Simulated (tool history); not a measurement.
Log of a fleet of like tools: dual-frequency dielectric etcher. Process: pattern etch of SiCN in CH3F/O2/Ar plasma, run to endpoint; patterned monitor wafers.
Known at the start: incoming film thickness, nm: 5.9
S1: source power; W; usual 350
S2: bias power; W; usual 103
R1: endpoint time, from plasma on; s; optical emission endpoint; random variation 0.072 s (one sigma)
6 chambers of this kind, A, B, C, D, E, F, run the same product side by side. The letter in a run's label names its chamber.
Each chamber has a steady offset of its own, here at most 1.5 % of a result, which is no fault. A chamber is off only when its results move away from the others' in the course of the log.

run   hour   S1   S2      R1
 1C    9.6  350  103  14.306
      14.6  -- chamber B: source power generator calibrated
 2D   14.8  350  103  14.797
 3F   23.5  350  103  14.350
 4B   32.3  350  103  14.354
 5A   37.6  350  103  14.352
 6E   44.7  350  103  14.559
 7E   50.4  350  103  14.759
 8D   59.2  350  103  14.610
      60.3  -- chamber F: wet clean of the chamber
 9C   65.8  350  103  14.320
10B   74.3  350  103  14.413
11A   82.8  350  103  14.581
12F   88.0  350  103  14.315
      90.8  -- chamber B: wet clean of the chamber
13E   93.6  260  128  14.928
14B  103.2  260  128  14.833
     105.7  -- chamber D: wet clean of the chamber
15D  114.0  260  128  15.093
16C  125.6  260  128  14.697
17A  133.4  260  128  14.919
18F  144.5  260  128  14.674
19E  152.9  350  103  14.603
20A  161.8  350  103  14.514
21B  173.8  350  103  14.448
22D  184.5  350  103  14.844
23F  193.9  350  103  14.367
24C  202.1  350  103  14.483
25D  213.8  420  103  13.761
26E  221.1  420  103  13.556
27F  232.5  420  103  13.554
28B  242.9  420  103  13.361
29A  251.6  420  103  13.633
30C  258.1  420  103  13.756
31F  267.2  350  103  14.441
32C  277.4  350  103  14.781
33A  283.2  350  103  14.643
34E  288.6  350  103  14.572
35B  294.5  350  103  14.562
36D  300.9  350  103  14.649
37A  306.8  350  103  14.601
38B  316.3  390  103  13.977
39D  322.2  390  103  14.185
40E  333.3  390  103  14.129
41F  344.4  390  103  13.713
42C  350.1  390  103  14.268
43E  360.3  390  103  14.112

Is one chamber off against the others, does the gauge drift, or is nothing wrong? If a chamber is off, say which, and what the likeliest cause is.

Chamber C drifts away from the others.
Cause: etch rate under this chamber's usual, % = 4.23.

Here are 4 candidates for chamber C's next run, each the usual settings with a change, their results left as question marks. Which one brings its results back in line with what the others give on the usual settings?
In line means no further than this from the other chambers' mean on the usual settings: R1 0.250 s
44C-1  368.9  350   95   ?
44C-2  368.9  380  103   ?
44C-3  368.9  410  103   ?
44C-4  368.9  300  103   ?

The other chambers' mean on the usual settings: R1 14.537 s
  run      R1
44C-1  15.414
44C-2  14.507
44C-3  14.110
44C-4  15.810
44C-2 brings the chamber back in line.
